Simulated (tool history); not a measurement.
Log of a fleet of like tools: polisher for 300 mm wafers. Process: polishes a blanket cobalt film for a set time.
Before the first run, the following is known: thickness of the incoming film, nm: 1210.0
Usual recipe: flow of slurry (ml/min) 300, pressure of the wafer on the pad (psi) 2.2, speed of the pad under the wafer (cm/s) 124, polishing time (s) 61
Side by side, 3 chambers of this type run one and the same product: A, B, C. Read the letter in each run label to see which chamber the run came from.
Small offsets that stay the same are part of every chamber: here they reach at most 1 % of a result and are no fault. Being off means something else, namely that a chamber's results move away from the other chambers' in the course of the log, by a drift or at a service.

run	hour	flow of slurry (ml/min)	pressure of the wafer on the pad (psi)	speed of the pad under the wafer (cm/s)	polishing time (s)	wafers polished on this pad	hours since the slurry nozzle was cleaned	hours since the head pressure was calibrated	film removed (nm)
1C	4.5	300	2.2	124	61	772	130.1	520.1	471.27
2A	9.3	300	2.2	124	61	451	363.0	257.4	475.09
3B	14.2	300	2.2	124	61	213	240.2	504.4	472.59
4A	18.0	300	2.2	124	61	516	371.7	266.1	482.35
5B	22.3	300	2.2	124	61	273	248.3	512.5	468.88
6C	28.0	300	2.2	124	61	948	153.6	543.6	474.77
# hour 28.5: chamber B: slurry nozzle cleaned
7A	32.1	300	2.2	124	61	622	385.8	280.2	476.85
# hour 33.5: chamber C: worn pad replaced by a new one
8B	37.2	300	2.2	124	61	385	8.7	527.4	473.90
9C	41.8	300	2.2	124	61	62	167.4	557.4	465.91
10B	47.5	300	2.2	124	61	463	19.0	537.7	475.23
11C	51.4	300	2.2	124	61	134	177.0	567.0	467.22
12A	55.6	300	2.2	124	61	799	409.3	303.7	477.76
13C	60.8	300	2.2	124	61	205	186.4	576.4	473.00
14A	66.3	300	2.2	124	61	879	420.0	314.4	465.86
15B	70.7	300	2.2	124	61	637	42.2	560.9	467.33
16B	74.0	400	2.9	124	61	662	45.5	564.2	633.01
17C	80.0	400	2.9	124	61	349	205.6	595.6	636.18
18A	84.6	400	2.9	124	61	1016	438.3	332.7	633.10
19B	88.3	300	2.2	124	61	769	59.8	578.5	469.81
20C	93.6	300	2.2	124	61	451	219.2	609.2	476.47
21A	98.6	300	2.2	124	61	1122	452.3	346.7	466.79
22C	104.3	300	2.2	124	61	531	229.9	619.9	469.82
23B	107.1	300	2.2	124	61	910	78.6	597.3	467.09
24A	111.5	255	2.8	124	61	1218	465.2	359.6	603.49
25C	115.0	255	2.8	124	61	612	240.6	630.6	592.50
26B	120.3	255	2.8	124	61	1009	91.8	610.5	593.61
27A	123.8	300	2.2	124	61	1311	477.5	371.9	472.72
# hour 125.5: chamber B: worn pad replaced by a new one
28A	129.6	300	2.2	124	61	1354	483.3	377.7	479.48
29B	133.2	300	2.2	124	61	58	104.7	623.4	468.23
30C	137.7	300	2.2	124	61	782	263.3	653.3	467.94
31B	140.9	300	2.2	124	61	115	112.4	631.1	466.52
32C	144.8	300	2.2	124	61	836	270.4	660.4	470.54
33A	148.8	300	2.2	124	61	1499	502.5	396.9	467.07
34A	153.8	300	2.2	124	61	1536	507.5	401.9	479.08
35C	158.2	300	2.2	124	61	936	283.8	673.8	470.92
36B	161.4	300	2.7	124	73	269	132.9	651.6	680.19
# hour 164.0: chamber A: worn pad replaced by a new one
# hour 164.6: chamber A: slurry nozzle cleaned
37B	165.8	300	2.7	124	73	302	137.3	656.0	694.26
38C	169.0	300	2.7	124	73	1017	294.6	684.6	695.12
39A	174.6	300	2.2	124	61	79	10.1	422.7	474.32
40C	180.2	300	2.2	124	61	1101	305.8	695.8	470.82

Which is it: a chamber that has drifted or been left off by a service, a gauge drift common to all chambers, or only each chamber's usual small offset? If a chamber is off, name it and its likeliest cause.

Beyond each chamber's small constant offset nothing stands out, and the gauge stays steady.

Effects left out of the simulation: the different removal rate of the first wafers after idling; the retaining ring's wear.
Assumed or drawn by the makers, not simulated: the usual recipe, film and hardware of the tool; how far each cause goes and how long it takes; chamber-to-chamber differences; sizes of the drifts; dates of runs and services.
